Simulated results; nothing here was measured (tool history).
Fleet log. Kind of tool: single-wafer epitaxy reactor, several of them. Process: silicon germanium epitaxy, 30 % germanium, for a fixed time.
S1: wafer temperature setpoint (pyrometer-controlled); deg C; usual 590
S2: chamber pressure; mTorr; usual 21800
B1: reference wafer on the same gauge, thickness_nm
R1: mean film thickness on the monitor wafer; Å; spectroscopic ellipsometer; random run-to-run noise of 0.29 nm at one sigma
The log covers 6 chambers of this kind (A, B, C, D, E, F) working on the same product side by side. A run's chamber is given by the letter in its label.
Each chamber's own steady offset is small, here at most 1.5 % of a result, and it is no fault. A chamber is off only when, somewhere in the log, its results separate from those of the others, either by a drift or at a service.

Run 1B, hour 6.9: usual settings; B1 43.541. Result: R1 511.10 Å.
Run 2F, hour 16.1: usual settings; B1 43.434. Result: R1 510.08 Å.
Run 3E, hour 24.6: usual settings; B1 43.533. Result: R1 502.44 Å.
Run 4C, hour 29.6: usual settings; B1 43.477. Result: R1 508.06 Å.
Run 5A, hour 36.1: usual settings but S1 596 deg C; B1 43.468. Result: R1 574.85 Å.
At hour 41.1: chamber D: capacitance manometer re-zeroed and calibrated.
Run 6D, hour 41.6: usual settings but S1 596 deg C; B1 43.469. Result: R1 568.80 Å.
At hour 44.0: chamber F: capacitance manometer re-zeroed and calibrated.
Run 7C, hour 50.7: usual settings but S1 596 deg C; B1 43.479. Result: R1 569.38 Å.
Run 8B, hour 56.3: usual settings but S1 596 deg C; B1 43.513. Result: R1 566.79 Å.
Run 9F, hour 63.0: usual settings but S1 596 deg C; B1 43.512. Result: R1 564.38 Å.
Run 10D, hour 69.8: usual settings but S1 596 deg C; B1 43.488. Result: R1 567.65 Å.
Run 11E, hour 75.1: usual settings; B1 43.513. Result: R1 501.60 Å.
Run 12A, hour 83.1: usual settings; B1 43.539. Result: R1 509.06 Å.
Run 13E, hour 89.3: usual settings; B1 43.533. Result: R1 499.58 Å.
Run 14D, hour 98.4: usual settings; B1 43.478. Result: R1 514.76 Å.
Run 15A, hour 105.4: usual settings; B1 43.530. Result: R1 513.97 Å.
Run 16F, hour 109.9: usual settings but S1 582 deg C, S2 17600 mTorr; B1 43.545. Result: R1 397.82 Å.
Run 17B, hour 118.0: usual settings but S1 582 deg C, S2 17600 mTorr; B1 43.521. Result: R1 404.66 Å.
Run 18C, hour 125.2: usual settings but S1 582 deg C, S2 17600 mTorr; B1 43.573. Result: R1 396.85 Å.
Run 19F, hour 129.7: usual settings but S1 582 deg C, S2 17600 mTorr; B1 43.486. Result: R1 399.70 Å.
Run 20C, hour 137.4: usual settings but S1 582 deg C, S2 17600 mTorr; B1 43.461. Result: R1 400.78 Å.
Run 21E, hour 145.9: usual settings but S1 582 deg C, S2 17600 mTorr; B1 43.442. Result: R1 398.79 Å.
Run 22D, hour 153.5: usual settings but S2 26300 mTorr; B1 43.491. Result: R1 563.26 Å.
Run 23A, hour 159.9: usual settings but S2 26300 mTorr; B1 43.488. Result: R1 551.01 Å.
Run 24B, hour 165.3: usual settings but S2 26300 mTorr; B1 43.530. Result: R1 547.79 Å.
Run 25C, hour 173.9: usual settings but S2 26300 mTorr; B1 43.495. Result: R1 547.62 Å.
Run 26A, hour 179.1: usual settings but S2 26300 mTorr; B1 43.501. Result: R1 549.56 Å.
Run 27D, hour 187.4: usual settings but S2 26300 mTorr; B1 43.515. Result: R1 574.57 Å.
Run 28B, hour 196.2: usual settings; B1 43.526. Result: R1 516.02 Å.
Run 29E, hour 201.5: usual settings; B1 43.453. Result: R1 505.60 Å.
Run 30F, hour 206.6: usual settings but S1 604 deg C, S2 26500 mTorr; B1 43.480. Result: R1 709.90 Å.
Run 31C, hour 211.6: usual settings but S1 604 deg C, S2 26500 mTorr; B1 43.464. Result: R1 700.95 Å.
Run 32B, hour 220.8: usual settings but S1 604 deg C, S2 26500 mTorr; B1 43.505. Result: R1 717.74 Å.
Run 33A, hour 225.3: usual settings but S1 604 deg C, S2 26500 mTorr; B1 43.471. Result: R1 714.08 Å.
Run 34F, hour 232.0: usual settings but S1 604 deg C, S2 26500 mTorr; B1 43.461. Result: R1 717.16 Å.
Run 35E, hour 236.2: usual settings but S1 604 deg C, S2 26500 mTorr; B1 43.463. Result: R1 703.65 Å.
Run 36D, hour 245.1: usual settings; B1 43.514. Result: R1 537.57 Å.
Run 37F, hour 250.2: usual settings but S2 24700 mTorr; B1 43.451. Result: R1 536.90 Å.
Run 38A, hour 254.8: usual settings but S2 24700 mTorr; B1 43.433. Result: R1 538.82 Å.
Run 39B, hour 261.1: usual settings but S2 24700 mTorr; B1 43.521. Result: R1 543.35 Å.
Run 40C, hour 265.8: usual settings but S2 24700 mTorr; B1 43.477. Result: R1 533.90 Å.
Run 41E, hour 274.0: usual settings but S2 24700 mTorr; B1 43.480. Result: R1 530.93 Å.
Run 42D, hour 278.7: usual settings but S2 24700 mTorr; B1 43.524. Result: R1 567.12 Å.
Run 43B, hour 285.0: usual settings; B1 43.528. Result: R1 510.28 Å.

Does one chamber stand apart from the rest, does the shared gauge drift, or is all well apart from small per-chamber offsets? Give the chamber and the most likely cause, where there is one.

Chamber D drifts away from the others.
What lies behind it: wafer temperature above the value expected at the setpoint (K) = 3.37.

Below are 4 candidate recipes for chamber D's next run, each the usual settings with a change, their results shown as question marks. Which of them brings D's results back in line with what the other chambers give on the usual settings?
A result is in line if it is within this distance of the other chambers' mean on the usual settings: R1 10.00 Å
Run 44D-1, hour 292.0: usual settings but S1 593 deg C, S2 22200 mTorr. Result: R1 ?.
Run 44D-2, hour 292.0: usual settings but S1 591 deg C, S2 22000 mTorr. Result: R1 ?.
Run 44D-3, hour 292.0: usual settings but S1 589 deg C, S2 21600 mTorr. Result: R1 ?.
Run 44D-4, hour 292.0: usual settings but S2 18200 mTorr. Result: R1 ?.

What the other chambers average on the usual settings: R1 507.78 Å
  run      R1
44D-1  576.62
44D-2  553.65
44D-3  529.55
44D-4  504.29
It is 44D-4 that realigns the chamber with its peers.
